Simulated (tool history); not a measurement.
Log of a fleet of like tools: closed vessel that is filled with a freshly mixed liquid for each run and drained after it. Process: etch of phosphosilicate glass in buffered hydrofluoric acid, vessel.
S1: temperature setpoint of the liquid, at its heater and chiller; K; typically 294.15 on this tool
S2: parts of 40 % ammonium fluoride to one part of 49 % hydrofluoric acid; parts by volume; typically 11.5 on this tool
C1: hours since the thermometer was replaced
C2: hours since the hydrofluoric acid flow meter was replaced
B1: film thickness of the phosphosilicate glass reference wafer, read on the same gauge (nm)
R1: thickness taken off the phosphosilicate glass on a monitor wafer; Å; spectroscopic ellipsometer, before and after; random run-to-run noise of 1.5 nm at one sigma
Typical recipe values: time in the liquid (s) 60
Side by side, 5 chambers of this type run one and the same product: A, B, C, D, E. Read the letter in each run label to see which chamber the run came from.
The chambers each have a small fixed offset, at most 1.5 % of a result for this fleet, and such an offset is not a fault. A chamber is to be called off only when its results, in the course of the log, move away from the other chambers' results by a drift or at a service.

{"run": "1D", "hour": 3.5, "S1": 294.15, "S2": 11.5, "time in the liquid (s)": 60, "C1": 721.7, "C2": 156.5, "B1": 90.0, "R1": 1881.0}
{"run": "2E", "hour": 7.3, "S1": 294.15, "S2": 11.5, "time in the liquid (s)": 60, "C1": 1218.4, "C2": 171.3, "B1": 89.983, "R1": 1905.8}
{"run": "3C", "hour": 10.4, "S1": 294.15, "S2": 11.5, "time in the liquid (s)": 60, "C1": 402.3, "C2": 560.9, "B1": 89.963, "R1": 1928.3}
{"run": "4A", "hour": 13.0, "S1": 294.15, "S2": 11.5, "time in the liquid (s)": 60, "C1": 431.6, "C2": 928.2, "B1": 89.99, "R1": 1897.5}
{"run": "5B", "hour": 15.5, "S1": 294.15, "S2": 11.5, "time in the liquid (s)": 60, "C1": 310.7, "C2": 437.7, "B1": 89.986, "R1": 1915.3}
{"run": "6D", "hour": 19.1, "S1": 294.15, "S2": 11.5, "time in the liquid (s)": 60, "C1": 737.3, "C2": 172.1, "B1": 90.029, "R1": 1919.9}
{"run": "7C", "hour": 23.2, "S1": 294.15, "S2": 11.5, "time in the liquid (s)": 60, "C1": 415.1, "C2": 573.7, "B1": 89.987, "R1": 1928.0}
{"run": "8A", "hour": 25.8, "S1": 294.15, "S2": 11.5, "time in the liquid (s)": 60, "C1": 444.4, "C2": 941.0, "B1": 90.011, "R1": 1892.8}
{"run": "9E", "hour": 28.5, "S1": 294.15, "S2": 11.5, "time in the liquid (s)": 60, "C1": 1239.6, "C2": 192.5, "B1": 89.998, "R1": 1919.9}
{"run": "10B", "hour": 31.9, "S1": 294.15, "S2": 11.5, "time in the liquid (s)": 60, "C1": 327.1, "C2": 454.1, "B1": 90.018, "R1": 1907.1}
{"run": "11D", "hour": 35.5, "S1": 294.15, "S2": 11.5, "time in the liquid (s)": 60, "C1": 753.7, "C2": 188.5, "B1": 89.996, "R1": 1943.0}
{"run": "12A", "hour": 39.2, "S1": 294.15, "S2": 11.5, "time in the liquid (s)": 60, "C1": 457.8, "C2": 954.4, "B1": 89.996, "R1": 1915.6}
{"run": "13E", "hour": 42.0, "S1": 294.15, "S2": 11.5, "time in the liquid (s)": 60, "C1": 1253.1, "C2": 206.0, "B1": 90.002, "R1": 1929.0}
{"run": "14B", "hour": 44.2, "S1": 294.15, "S2": 11.5, "time in the liquid (s)": 60, "C1": 339.4, "C2": 466.4, "B1": 90.028, "R1": 1882.2}
{"run": "15C", "hour": 46.2, "S1": 294.15, "S2": 11.5, "time in the liquid (s)": 60, "C1": 438.1, "C2": 596.7, "B1": 90.004, "R1": 1940.9}
{"run": "16E", "hour": 50.0, "S1": 294.15, "S2": 11.5, "time in the liquid (s)": 60, "C1": 1261.1, "C2": 214.0, "B1": 90.007, "R1": 1911.1}
{"run": "17B", "hour": 53.1, "S1": 294.15, "S2": 11.5, "time in the liquid (s)": 60, "C1": 348.3, "C2": 475.3, "B1": 90.009, "R1": 1910.9}
{"run": "18D", "hour": 55.2, "S1": 294.15, "S2": 11.5, "time in the liquid (s)": 60, "C1": 773.4, "C2": 208.2, "B1": 89.967, "R1": 1898.0}
{"run": "19C", "hour": 58.7, "S1": 291.15, "S2": 11.5, "time in the liquid (s)": 35, "C1": 450.6, "C2": 609.2, "B1": 90.004, "R1": 951.77}
{"run": "20A", "hour": 63.2, "S1": 291.15, "S2": 11.5, "time in the liquid (s)": 35, "C1": 481.8, "C2": 978.4, "B1": 90.002, "R1": 938.79}
{"run": "21A", "hour": 65.6, "S1": 291.15, "S2": 11.5, "time in the liquid (s)": 35, "C1": 484.2, "C2": 980.8, "B1": 89.988, "R1": 940.64}
{"run": "22E", "hour": 68.6, "S1": 291.15, "S2": 11.5, "time in the liquid (s)": 35, "C1": 1279.7, "C2": 232.6, "B1": 89.99, "R1": 931.69}
{"run": "23B", "hour": 71.4, "S1": 291.15, "S2": 11.5, "time in the liquid (s)": 35, "C1": 366.6, "C2": 493.6, "B1": 90.023, "R1": 932.22}
{"run": "24D", "hour": 75.6, "S1": 292.15, "S2": 13.5, "time in the liquid (s)": 60, "C1": 793.8, "C2": 228.6, "B1": 89.958, "R1": 1519.8}
{"run": "25C", "hour": 79.8, "S1": 292.15, "S2": 13.5, "time in the liquid (s)": 60, "C1": 471.7, "C2": 630.3, "B1": 89.988, "R1": 1483.8}
{"run": "26B", "hour": 81.8, "S1": 292.15, "S2": 13.5, "time in the liquid (s)": 60, "C1": 377.0, "C2": 504.0, "B1": 90.025, "R1": 1452.5}
{"run": "27D", "hour": 84.6, "S1": 292.15, "S2": 13.5, "time in the liquid (s)": 60, "C1": 802.8, "C2": 237.6, "B1": 90.021, "R1": 1539.4}
{"run": "28C", "hour": 87.5, "S1": 292.15, "S2": 13.5, "time in the liquid (s)": 60, "C1": 479.4, "C2": 638.0, "B1": 89.959, "R1": 1474.5}
{"run": "29E", "hour": 89.5, "S1": 294.15, "S2": 11.5, "time in the liquid (s)": 60, "C1": 1300.6, "C2": 253.5, "B1": 90.024, "R1": 1906.9}
{"run": "30A", "hour": 91.8, "S1": 294.15, "S2": 11.5, "time in the liquid (s)": 60, "C1": 510.4, "C2": 1007.0, "B1": 90.002, "R1": 1883.5}
{"run": "31E", "hour": 94.7, "S1": 294.15, "S2": 11.5, "time in the liquid (s)": 60, "C1": 1305.8, "C2": 258.7, "B1": 89.997, "R1": 1927.8}
{"run": "32A", "hour": 97.0, "S1": 294.15, "S2": 11.5, "time in the liquid (s)": 80, "C1": 515.6, "C2": 1012.2, "B1": 90.013, "R1": 2533.3}
{"run": "33B", "hour": 100.9, "S1": 294.15, "S2": 11.5, "time in the liquid (s)": 80, "C1": 396.1, "C2": 523.1, "B1": 90.061, "R1": 2510.5}
{"run": "34D", "hour": 104.4, "S1": 294.15, "S2": 11.5, "time in the liquid (s)": 80, "C1": 822.6, "C2": 257.4, "B1": 90.012, "R1": 2761.9}
{"run": "35C", "hour": 108.2, "S1": 294.15, "S2": 11.5, "time in the liquid (s)": 80, "C1": 500.1, "C2": 658.7, "B1": 90.012, "R1": 2591.0}
{"run": "36B", "hour": 110.2, "S1": 294.15, "S2": 11.5, "time in the liquid (s)": 80, "C1": 405.4, "C2": 532.4, "B1": 89.988, "R1": 2547.7}
{"run": "37D", "hour": 114.3, "S1": 294.15, "S2": 11.5, "time in the liquid (s)": 60, "C1": 832.5, "C2": 267.3, "B1": 89.991, "R1": 2092.3}
{"run": "38A", "hour": 117.8, "S1": 294.15, "S2": 11.5, "time in the liquid (s)": 60, "C1": 536.4, "C2": 1033.0, "B1": 90.014, "R1": 1926.8}
{"run": "39C", "hour": 120.5, "S1": 291.65, "S2": 11.5, "time in the liquid (s)": 35, "C1": 512.4, "C2": 671.0, "B1": 90.006, "R1": 984.3}
{"run": "40E", "hour": 122.8, "S1": 291.65, "S2": 11.5, "time in the liquid (s)": 35, "C1": 1333.9, "C2": 286.8, "B1": 90.018, "R1": 965.04}
{"run": "41D", "hour": 127.1, "S1": 291.65, "S2": 11.5, "time in the liquid (s)": 35, "C1": 845.3, "C2": 280.1, "B1": 90.021, "R1": 1072.6}
{"run": "42C", "hour": 129.3, "S1": 291.65, "S2": 11.5, "time in the liquid (s)": 35, "C1": 521.2, "C2": 679.8, "B1": 89.998, "R1": 978.42}

Has any chamber moved away from the others, gradually or after a service, or does the common gauge drift, or do the chambers differ only by their own small steady offsets? State the chamber and the most likely cause if one applies.

Chamber D drifts away from the others.
Cause: liquid hotter than its thermometer reads (K) = 1.81.
It could be hard to tell apart here from: hydrofluoric acid flow above the setpoint (%).

Which of the 4 candidates below, each the usual settings with something changed and its results left as question marks, puts chamber D back in line with what the other chambers give on the usual settings?
Counts as in line when no further than this from what the other chambers average on the usual settings: R1 52.00 Å
{"run": "43D-1", "hour": 132.6, "S1": 294.15, "S2": 9.5, "time in the liquid (s)": 60, "R1": "?"}
{"run": "43D-2", "hour": 132.6, "S1": 292.15, "S2": 11.5, "time in the liquid (s)": 60, "R1": "?"}
{"run": "43D-3", "hour": 132.6, "S1": 293.65, "S2": 12.0, "time in the liquid (s)": 55, "R1": "?"}
{"run": "43D-4", "hour": 132.6, "S1": 296.15, "S2": 11.5, "time in the liquid (s)": 60, "R1": "?"}

Mean of the other chambers on the usual settings: R1 1909.10 Å
run=43D-1 R1=2534.00
run=43D-2 R1=1912.90
run=43D-3 R1=1826.70
run=43D-4 R1=2384.70
43D-2 is the one that brings the chamber's results back in line with the other chambers.
